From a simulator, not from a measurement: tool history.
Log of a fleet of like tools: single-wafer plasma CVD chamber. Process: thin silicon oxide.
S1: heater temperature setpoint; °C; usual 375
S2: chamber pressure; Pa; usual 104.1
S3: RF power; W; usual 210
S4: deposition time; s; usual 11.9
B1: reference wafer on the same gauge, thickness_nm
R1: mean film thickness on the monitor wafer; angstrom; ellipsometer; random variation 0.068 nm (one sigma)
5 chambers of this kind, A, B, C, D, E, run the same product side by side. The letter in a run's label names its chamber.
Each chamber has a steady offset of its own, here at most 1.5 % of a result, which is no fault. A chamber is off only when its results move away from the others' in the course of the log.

| run | day | S1 | S2 | S3 | S4 | B1 | R1 |
|---|---|---|---|---|---|---|---|
| 1A | 0.204 | 375 | 104.1 | 210 | 11.9 | 18.307 | 187.78 |
| 2C | 0.304 | 375 | 104.1 | 210 | 11.9 | 18.303 | 184.88 |
| 3E | 0.517 | 375 | 104.1 | 210 | 11.9 | 18.309 | 182.09 |
|  | 0.604 | chamber A: RF generator calibrated |
| 4D | 0.646 | 375 | 104.1 | 210 | 11.9 | 18.295 | 187.23 |
|  | 0.7 | chamber A: thermocouple changed; heater temperature recalibrated |
| 5B | 0.775 | 383 | 78.9 | 210 | 11.9 | 18.299 | 139.15 |
| 6E | 0.883 | 383 | 78.9 | 210 | 11.9 | 18.31 | 135.11 |
|  | 1.046 | chamber A: capacitance manometer re-zeroed and calibrated |
| 7D | 1.083 | 383 | 78.9 | 210 | 11.9 | 18.302 | 139.65 |
| 8A | 1.188 | 383 | 78.9 | 210 | 11.9 | 18.31 | 138.26 |
| 9B | 1.308 | 383 | 78.9 | 210 | 11.9 | 18.304 | 140 |
| 10C | 1.45 | 375 | 104.1 | 210 | 11.9 | 18.312 | 185.16 |
| 11E | 1.571 | 375 | 104.1 | 210 | 11.9 | 18.304 | 181.07 |
| 12D | 1.675 | 375 | 104.1 | 210 | 11.9 | 18.283 | 185.78 |
| 13B | 1.821 | 375 | 104.1 | 210 | 11.9 | 18.297 | 187.67 |
| 14A | 2 | 375 | 104.1 | 210 | 11.9 | 18.299 | 186.29 |
| 15C | 2.208 | 375 | 104.1 | 210 | 11.9 | 18.313 | 185.29 |
| 16C | 2.35 | 375 | 104.1 | 210 | 11.9 | 18.303 | 184.11 |
| 17D | 2.475 | 375 | 104.1 | 210 | 11.9 | 18.302 | 186.52 |
| 18E | 2.6 | 375 | 104.1 | 210 | 11.9 | 18.299 | 181.92 |
| 19B | 2.754 | 375 | 104.1 | 210 | 11.9 | 18.29 | 185.55 |
| 20A | 2.917 | 375 | 104.1 | 210 | 11.9 | 18.283 | 186.76 |
| 21C | 3.1 | 384 | 104.1 | 235 | 11.9 | 18.294 | 192.87 |
| 22A | 3.196 | 384 | 104.1 | 235 | 11.9 | 18.272 | 194.26 |
|  | 3.325 | chamber B: capacitance manometer re-zeroed and calibrated |
| 23B | 3.346 | 384 | 104.1 | 235 | 11.9 | 18.297 | 198.97 |
| 24D | 3.533 | 384 | 104.1 | 235 | 11.9 | 18.31 | 196.27 |
| 25E | 3.662 | 384 | 104.1 | 235 | 11.9 | 18.295 | 189.5 |
| 26C | 3.808 | 375 | 104.1 | 210 | 11.9 | 18.311 | 183.75 |
| 27D | 3.962 | 375 | 84.1 | 250 | 11.9 | 18.301 | 163.65 |
| 28A | 4.171 | 375 | 84.1 | 250 | 11.9 | 18.304 | 161.73 |
| 29B | 4.367 | 375 | 84.1 | 250 | 11.9 | 18.302 | 167.36 |
| 30E | 4.538 | 375 | 84.1 | 250 | 11.9 | 18.3 | 158.04 |
| 31D | 4.683 | 375 | 84.1 | 250 | 11.9 | 18.292 | 163.85 |
| 32B | 4.85 | 383 | 114.3 | 210 | 11.9 | 18.28 | 207.52 |
| 33C | 5.021 | 383 | 114.3 | 210 | 11.9 | 18.287 | 200.25 |
| 34E | 5.208 | 383 | 114.3 | 210 | 11.9 | 18.306 | 197.71 |
| 35A | 5.358 | 383 | 114.3 | 210 | 11.9 | 18.299 | 201.05 |
| 36D | 5.538 | 383 | 114.3 | 210 | 11.9 | 18.292 | 200.13 |
| 37B | 5.671 | 375 | 104.1 | 210 | 11.9 | 18.287 | 190.85 |
| 38E | 5.825 | 375 | 104.1 | 210 | 11.9 | 18.281 | 183.35 |
| 39C | 5.942 | 375 | 104.1 | 210 | 11.9 | 18.3 | 185.16 |
| 40A | 6.05 | 375 | 104.1 | 210 | 11.9 | 18.313 | 185.09 |
| 41A | 6.2 | 375 | 104.1 | 210 | 11.9 | 18.302 | 185.09 |

Next, every chamber runs the same settings. What will each give?
| 42A | 6.354 | 375 | 104.1 | 210 | 11.9 |  | ? |
| 42B | 6.354 | 375 | 104.1 | 210 | 11.9 |  | ? |
| 42C | 6.354 | 375 | 104.1 | 210 | 11.9 |  | ? |
| 42D | 6.354 | 375 | 104.1 | 210 | 11.9 |  | ? |
| 42E | 6.354 | 375 | 104.1 | 210 | 11.9 |  | ? |

| run | R1 |
|---|---|
| 42A | 186.84 |
| 42B | 191.03 |
| 42C | 184.91 |
| 42D | 185.76 |
| 42E | 181.39 |

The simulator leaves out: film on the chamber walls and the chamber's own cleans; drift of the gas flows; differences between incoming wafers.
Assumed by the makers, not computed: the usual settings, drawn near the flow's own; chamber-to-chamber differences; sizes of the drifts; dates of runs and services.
